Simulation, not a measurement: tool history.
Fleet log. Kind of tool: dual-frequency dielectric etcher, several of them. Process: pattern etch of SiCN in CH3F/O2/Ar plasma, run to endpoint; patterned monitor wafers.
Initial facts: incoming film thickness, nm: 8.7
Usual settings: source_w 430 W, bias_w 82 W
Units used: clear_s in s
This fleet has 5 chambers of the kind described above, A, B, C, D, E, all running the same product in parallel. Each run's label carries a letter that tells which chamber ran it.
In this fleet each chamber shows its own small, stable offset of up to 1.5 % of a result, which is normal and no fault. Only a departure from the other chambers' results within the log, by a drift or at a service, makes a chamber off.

Run 1C, day 0.183: usual settings. Result: clear_s 21.345 s.
Run 2D, day 0.346: usual settings. Result: clear_s 21.755 s.
Run 3A, day 0.625: usual settings. Result: clear_s 21.613 s.
Run 4E, day 0.862: usual settings. Result: clear_s 21.692 s.
Run 5B, day 1.004: usual settings. Result: clear_s 21.62 s.
Run 6E, day 1.3: usual settings but source_w 500 W, bias_w 102 W. Result: clear_s 19.151 s.
Run 7B, day 1.454: usual settings but source_w 500 W, bias_w 102 W. Result: clear_s 18.958 s.
Run 8D, day 1.629: usual settings but source_w 500 W, bias_w 102 W. Result: clear_s 18.891 s.
Run 9C, day 1.9: usual settings but source_w 500 W, bias_w 102 W. Result: clear_s 18.642 s.
Run 10A, day 2.171: usual settings but source_w 500 W, bias_w 102 W. Result: clear_s 18.969 s.
Run 11A, day 2.312: usual settings. Result: clear_s 21.711 s.
Run 12E, day 2.533: usual settings. Result: clear_s 21.655 s.
Run 13B, day 2.821: usual settings. Result: clear_s 21.684 s.
Run 14D, day 3.1: usual settings. Result: clear_s 21.754 s.
Run 15C, day 3.338: usual settings but bias_w 74 W. Result: clear_s 22.236 s.
Run 16A, day 3.575: usual settings but bias_w 74 W. Result: clear_s 22.43 s.
Run 17D, day 3.862: usual settings but bias_w 74 W. Result: clear_s 22.617 s.
Run 18C, day 4.142: usual settings but bias_w 74 W. Result: clear_s 22.363 s.
Run 19E, day 4.433: usual settings but bias_w 74 W. Result: clear_s 22.531 s.
Run 20B, day 4.6: usual settings. Result: clear_s 21.759 s.
Run 21D, day 4.879: usual settings. Result: clear_s 21.767 s.
Run 22C, day 5.058: usual settings. Result: clear_s 21.502 s.
Run 23E, day 5.246: usual settings but source_w 480 W, bias_w 73 W. Result: clear_s 21.718 s.
Run 24A, day 5.392: usual settings but source_w 480 W, bias_w 73 W. Result: clear_s 21.589 s.
Run 25B, day 5.662: usual settings but source_w 480 W, bias_w 73 W. Result: clear_s 21.797 s.
Run 26A, day 5.846: usual settings but source_w 480 W, bias_w 73 W. Result: clear_s 21.621 s.
Run 27C, day 6.088: usual settings but source_w 480 W, bias_w 73 W. Result: clear_s 21.484 s.
Run 28D, day 6.246: usual settings. Result: clear_s 21.859 s.
Run 29E, day 6.479: usual settings. Result: clear_s 21.788 s.
Run 30B, day 6.742: usual settings. Result: clear_s 21.675 s.
Run 31B, day 6.912: usual settings but bias_w 65 W. Result: clear_s 23.445 s.
Run 32C, day 7.062: usual settings but bias_w 65 W. Result: clear_s 23.097 s.
Run 33A, day 7.275: usual settings but bias_w 65 W. Result: clear_s 23.581 s.
Run 34E, day 7.562: usual settings but bias_w 65 W. Result: clear_s 23.569 s.
Run 35D, day 7.733: usual settings but bias_w 65 W. Result: clear_s 23.573 s.
Run 36E, day 7.996: usual settings. Result: clear_s 21.753 s.
Run 37C, day 8.146: usual settings but source_w 350 W, bias_w 63 W. Result: clear_s 25.409 s.
Run 38D, day 8.354: usual settings but source_w 350 W, bias_w 63 W. Result: clear_s 25.815 s.
Run 39A, day 8.496: usual settings but source_w 350 W, bias_w 63 W. Result: clear_s 25.576 s.
Run 40B, day 8.775: usual settings but source_w 350 W, bias_w 63 W. Result: clear_s 25.573 s.
At day 8.817: chamber C: wet clean of the chamber.
Run 41C, day 9.05: usual settings but source_w 350 W, bias_w 63 W. Result: clear_s 25.389 s.

Which is it: a chamber that has drifted or been left off by a service, a gauge drift common to all chambers, or only each chamber's usual small offset? If a chamber is off, name it and its likeliest cause.

No chamber stands off beyond its own small offset, and the gauge holds steady.

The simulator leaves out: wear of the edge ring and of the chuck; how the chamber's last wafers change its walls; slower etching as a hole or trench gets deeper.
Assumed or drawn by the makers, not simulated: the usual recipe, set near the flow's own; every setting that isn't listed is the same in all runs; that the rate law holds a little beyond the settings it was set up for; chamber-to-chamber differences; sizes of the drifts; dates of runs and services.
